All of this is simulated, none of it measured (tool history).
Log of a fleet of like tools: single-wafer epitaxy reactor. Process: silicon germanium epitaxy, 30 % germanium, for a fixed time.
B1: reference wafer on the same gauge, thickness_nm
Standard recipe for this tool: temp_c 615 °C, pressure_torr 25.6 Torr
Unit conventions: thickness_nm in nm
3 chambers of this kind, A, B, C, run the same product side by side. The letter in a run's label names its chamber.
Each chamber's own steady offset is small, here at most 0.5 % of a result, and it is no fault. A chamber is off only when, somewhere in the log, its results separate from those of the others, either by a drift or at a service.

Run 1B, hour 11.1: usual settings; B1 80.769. Result: thickness_nm 85.296 nm.
Run 2A, hour 25.4: usual settings; B1 80.681. Result: thickness_nm 85.035 nm.
Run 3C, hour 38: usual settings; B1 80.697. Result: thickness_nm 84.793 nm.
Run 4C, hour 50.6: usual settings; B1 80.671. Result: thickness_nm 85.639 nm.
Run 5A, hour 59.5: usual settings; B1 80.622. Result: thickness_nm 85.308 nm.
Run 6B, hour 71.1: usual settings; B1 80.638. Result: thickness_nm 85.951 nm.
At hour 84.8: chamber B: capacitance manometer re-zeroed and calibrated.
Run 7A, hour 85.5: usual settings; B1 80.676. Result: thickness_nm 85.457 nm.
Run 8C, hour 93.4: usual settings; B1 80.742. Result: thickness_nm 85.328 nm.
Run 9B, hour 103.3: usual settings; B1 80.616. Result: thickness_nm 85.42 nm.
Run 10A, hour 110.3: usual settings; B1 80.73. Result: thickness_nm 85.21 nm.
Run 11C, hour 119.6: usual settings; B1 80.661. Result: thickness_nm 85.102 nm.
Run 12B, hour 133.6: usual settings; B1 80.734. Result: thickness_nm 84.749 nm.
Run 13A, hour 141.8: usual settings; B1 80.682. Result: thickness_nm 86.076 nm.
Run 14B, hour 149.2: usual settings; B1 80.643. Result: thickness_nm 84.858 nm.
Run 15C, hour 157.3: usual settings; B1 80.717. Result: thickness_nm 84.985 nm.
Run 16B, hour 164.8: usual settings; B1 80.646. Result: thickness_nm 85.505 nm.
Run 17A, hour 175.3: usual settings; B1 80.612. Result: thickness_nm 85.987 nm.
At hour 180.9: chamber A: pyrometer calibrated.
Run 18C, hour 182.9: usual settings; B1 80.731. Result: thickness_nm 84.756 nm.
Run 19B, hour 196.2: usual settings; B1 80.685. Result: thickness_nm 85.346 nm.
Run 20C, hour 208.8: usual settings; B1 80.719. Result: thickness_nm 84.331 nm.
Run 21A, hour 217.9: usual settings but temp_c 629 °C, pressure_torr 19.7 Torr; B1 80.61. Result: thickness_nm 97.859 nm.
At hour 219.1: chamber A: capacitance manometer re-zeroed and calibrated.
Run 22C, hour 233.1: usual settings but temp_c 629 °C, pressure_torr 19.7 Torr; B1 80.64. Result: thickness_nm 97.368 nm.
Run 23B, hour 240.8: usual settings but temp_c 629 °C, pressure_torr 19.7 Torr; B1 80.694. Result: thickness_nm 97.365 nm.
Run 24A, hour 248.2: usual settings but temp_c 624 °C, pressure_torr 31.1 Torr; B1 80.751. Result: thickness_nm 107.81 nm.
Run 25A, hour 261.1: usual settings but temp_c 624 °C, pressure_torr 31.1 Torr; B1 80.682. Result: thickness_nm 108.33 nm.
Run 26C, hour 274.4: usual settings but temp_c 624 °C, pressure_torr 31.1 Torr; B1 80.676. Result: thickness_nm 106.93 nm.
Run 27B, hour 286.4: usual settings but pressure_torr 20.3 Torr; B1 80.626. Result: thickness_nm 78.249 nm.
Run 28B, hour 299.7: usual settings but pressure_torr 20.3 Torr; B1 80.763. Result: thickness_nm 78.002 nm.
Run 29A, hour 308.8: usual settings but pressure_torr 20.3 Torr; B1 80.75. Result: thickness_nm 76.975 nm.
Run 30C, hour 320.2: usual settings; B1 80.714. Result: thickness_nm 84.679 nm.
Run 31A, hour 329.9: usual settings but temp_c 622 °C, pressure_torr 28.4 Torr; B1 80.748. Result: thickness_nm 101.19 nm.
Run 32C, hour 342.6: usual settings but temp_c 622 °C, pressure_torr 28.4 Torr; B1 80.694. Result: thickness_nm 100.09 nm.
Run 33B, hour 354.2: usual settings but temp_c 622 °C, pressure_torr 28.4 Torr; B1 80.778. Result: thickness_nm 100.38 nm.
Run 34C, hour 362.2: usual settings but pressure_torr 30.1 Torr; B1 80.717. Result: thickness_nm 90.627 nm.
Run 35B, hour 377.2: usual settings but pressure_torr 30.1 Torr; B1 80.676. Result: thickness_nm 91.48 nm.
Run 36A, hour 384: usual settings but pressure_torr 30.1 Torr; B1 80.713. Result: thickness_nm 92.089 nm.
Run 37B, hour 397.5: usual settings; B1 80.693. Result: thickness_nm 85.616 nm.
Run 38A, hour 412.2: usual settings; B1 80.693. Result: thickness_nm 85.001 nm.
Run 39C, hour 424.6: usual settings but temp_c 623 °C, pressure_torr 27.6 Torr; B1 80.746. Result: thickness_nm 100.31 nm.
Run 40B, hour 433.1: usual settings but temp_c 623 °C, pressure_torr 27.6 Torr; B1 80.69. Result: thickness_nm 101.48 nm.
Run 41C, hour 440.6: usual settings but temp_c 623 °C, pressure_torr 27.6 Torr; B1 80.765. Result: thickness_nm 100.37 nm.

Next, every chamber runs the same settings. What will each give?
Run 42A, hour 451.6: usual settings but temp_c 604 °C. Result: thickness_nm ?.
Run 42B, hour 451.6: usual settings but temp_c 604 °C. Result: thickness_nm ?.
Run 42C, hour 451.6: usual settings but temp_c 604 °C. Result: thickness_nm ?.

run  thickness_nm
42A        69.995
42B        70.484
42C        69.343

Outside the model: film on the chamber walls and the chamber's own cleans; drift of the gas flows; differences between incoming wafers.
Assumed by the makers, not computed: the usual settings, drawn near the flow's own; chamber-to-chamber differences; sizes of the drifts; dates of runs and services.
